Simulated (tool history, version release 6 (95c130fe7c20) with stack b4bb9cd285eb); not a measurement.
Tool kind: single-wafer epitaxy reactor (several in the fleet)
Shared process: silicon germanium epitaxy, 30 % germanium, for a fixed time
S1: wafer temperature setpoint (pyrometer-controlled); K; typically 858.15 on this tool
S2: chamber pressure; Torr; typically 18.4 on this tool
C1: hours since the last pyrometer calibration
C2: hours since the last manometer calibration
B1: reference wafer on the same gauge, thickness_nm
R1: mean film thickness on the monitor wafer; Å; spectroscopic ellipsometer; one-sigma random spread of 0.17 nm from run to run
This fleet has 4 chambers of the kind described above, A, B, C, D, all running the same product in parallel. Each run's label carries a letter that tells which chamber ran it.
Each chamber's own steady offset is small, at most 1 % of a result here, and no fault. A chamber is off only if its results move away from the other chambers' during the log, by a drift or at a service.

{"run": "1D", "day": 0.379, "S1": 858.15, "S2": 18.4, "C1": 632.4, "C2": 2656.0, "B1": 40.971, "R1": 435.65}
{"run": "2A", "day": 0.617, "S1": 858.15, "S2": 18.4, "C1": 68.0, "C2": 1861.4, "B1": 41.006, "R1": 433.95}
{"run": "3C", "day": 0.892, "S1": 858.15, "S2": 18.4, "C1": 2047.2, "C2": 468.5, "B1": 40.982, "R1": 431.06}
{"run": "4B", "day": 1.15, "S1": 858.15, "S2": 18.4, "C1": 861.9, "C2": 627.0, "B1": 40.973, "R1": 432.11}
{"run": "5D", "day": 1.483, "S1": 858.15, "S2": 18.4, "C1": 658.9, "C2": 2682.5, "B1": 40.989, "R1": 436.08}
{"run": "6C", "day": 1.8, "S1": 858.15, "S2": 18.4, "C1": 2069.0, "C2": 490.3, "B1": 41.007, "R1": 431.62}
{"run": "7B", "day": 2.071, "S1": 858.15, "S2": 18.4, "C1": 884.0, "C2": 649.1, "B1": 40.993, "R1": 432.28}
{"run": "8A", "day": 2.375, "S1": 858.15, "S2": 18.4, "C1": 110.2, "C2": 1903.6, "B1": 40.984, "R1": 432.55}
{"run": "9C", "day": 2.679, "S1": 858.15, "S2": 18.4, "C1": 2090.1, "C2": 511.4, "B1": 41.006, "R1": 429.44}
{"run": "10B", "day": 3.108, "S1": 858.15, "S2": 18.4, "C1": 908.9, "C2": 674.0, "B1": 40.987, "R1": 429.95}
{"run": "11A", "day": 3.529, "S1": 866.15, "S2": 14.4, "C1": 137.9, "C2": 1931.3, "B1": 40.995, "R1": 452.23}
{"run": "12D", "day": 3.9, "S1": 866.15, "S2": 14.4, "C1": 716.9, "C2": 2740.5, "B1": 40.996, "R1": 457.66}
{"run": "13B", "day": 4.3, "S1": 866.15, "S2": 14.4, "C1": 937.5, "C2": 702.6, "B1": 41.032, "R1": 451.89}
{"run": "14C", "day": 4.533, "S1": 866.15, "S2": 14.4, "C1": 2134.6, "C2": 555.9, "B1": 40.977, "R1": 453.56}
{"run": "15D", "day": 4.821, "S1": 858.15, "S2": 18.4, "C1": 739.0, "C2": 2762.6, "B1": 41.037, "R1": 435.52}
{"run": "16A", "day": 5.158, "S1": 858.15, "S2": 18.4, "C1": 177.0, "C2": 1970.4, "B1": 40.979, "R1": 428.51}
{"run": "17A", "day": 5.433, "S1": 858.15, "S2": 18.4, "C1": 183.6, "C2": 1977.0, "B1": 41.026, "R1": 432.7}
{"run": "18C", "day": 5.775, "S1": 858.15, "S2": 18.4, "C1": 2164.4, "C2": 585.7, "B1": 41.004, "R1": 430.49}
{"run": "19B", "day": 6.233, "S1": 858.15, "S2": 18.4, "C1": 983.9, "C2": 749.0, "B1": 41.014, "R1": 424.28}
{"run": "20D", "day": 6.671, "S1": 858.15, "S2": 18.4, "C1": 783.4, "C2": 2807.0, "B1": 40.995, "R1": 434.45}
{"run": "21D", "day": 7.046, "S1": 858.15, "S2": 18.4, "C1": 792.4, "C2": 2816.0, "B1": 41.018, "R1": 431.0}
{"day": 7.179, "done": "chamber D: capacitance manometer re-zeroed and calibrated"}
{"run": "22A", "day": 7.462, "S1": 858.15, "S2": 18.4, "C1": 232.3, "C2": 2025.7, "B1": 41.019, "R1": 430.73}
{"run": "23B", "day": 7.925, "S1": 864.15, "S2": 15.6, "C1": 1024.5, "C2": 789.6, "B1": 40.986, "R1": 441.75}
{"run": "24C", "day": 8.188, "S1": 864.15, "S2": 15.6, "C1": 2222.3, "C2": 643.6, "B1": 41.005, "R1": 450.13}
{"run": "25B", "day": 8.433, "S1": 864.15, "S2": 15.6, "C1": 1036.7, "C2": 801.8, "B1": 40.99, "R1": 441.53}
{"run": "26D", "day": 8.688, "S1": 864.15, "S2": 15.6, "C1": 831.8, "C2": 36.2, "B1": 41.021, "R1": 455.37}
{"run": "27A", "day": 9.154, "S1": 858.15, "S2": 18.4, "C1": 272.9, "C2": 2066.3, "B1": 40.993, "R1": 428.32}
{"run": "28C", "day": 9.608, "S1": 858.15, "S2": 18.4, "C1": 2256.4, "C2": 677.7, "B1": 41.038, "R1": 429.61}
{"run": "29A", "day": 9.938, "S1": 858.15, "S2": 18.4, "C1": 291.7, "C2": 2085.1, "B1": 40.987, "R1": 434.94}
{"run": "30B", "day": 10.146, "S1": 858.15, "S2": 18.4, "C1": 1077.8, "C2": 842.9, "B1": 40.988, "R1": 415.26}
{"run": "31D", "day": 10.438, "S1": 858.15, "S2": 18.4, "C1": 873.8, "C2": 78.2, "B1": 41.016, "R1": 431.34}
{"run": "32C", "day": 10.867, "S1": 858.15, "S2": 18.4, "C1": 2286.6, "C2": 707.9, "B1": 40.996, "R1": 427.71}
{"run": "33A", "day": 11.35, "S1": 858.15, "S2": 18.4, "C1": 325.6, "C2": 2119.0, "B1": 41.006, "R1": 428.39}
{"run": "34C", "day": 11.775, "S1": 858.15, "S2": 18.4, "C1": 2308.4, "C2": 729.7, "B1": 41.013, "R1": 430.86}
{"run": "35D", "day": 12.142, "S1": 866.15, "S2": 21.5, "C1": 914.7, "C2": 119.1, "B1": 40.981, "R1": 538.32}

Decide between three cases: one chamber stands off from its peers, the gauge reading all wafers drifts, or nothing is wrong past each chamber's small offset. Where a chamber is off, say which and what most likely put it there.

One chamber, B, drifts off from the rest bit by bit.
What lies behind it: wafer temperature below the value expected at the setpoint (K) = 2.47.

Below are 4 candidate recipes for chamber B's next run, each the usual settings with a change, their results shown as question marks. Which of them brings B's results back in line with what the other chambers give on the usual settings?
Allowed miss from the other chambers' usual-settings mean, per result, to count as in line: R1 5.80 Å
{"run": "36B-1", "day": 12.488, "S1": 858.15, "S2": 19.0, "R1": "?"}
{"run": "36B-2", "day": 12.488, "S1": 856.15, "S2": 18.2, "R1": "?"}
{"run": "36B-3", "day": 12.488, "S1": 858.15, "S2": 17.8, "R1": "?"}
{"run": "36B-4", "day": 12.488, "S1": 860.15, "S2": 18.6, "R1": "?"}

The other chambers' mean on the usual settings: R1 432.15 Å
run=36B-1 R1=418.31
run=36B-2 R1=395.56
run=36B-3 R1=407.53
run=36B-4 R1=431.06
With 36B-4, the chamber falls back in line with the rest.
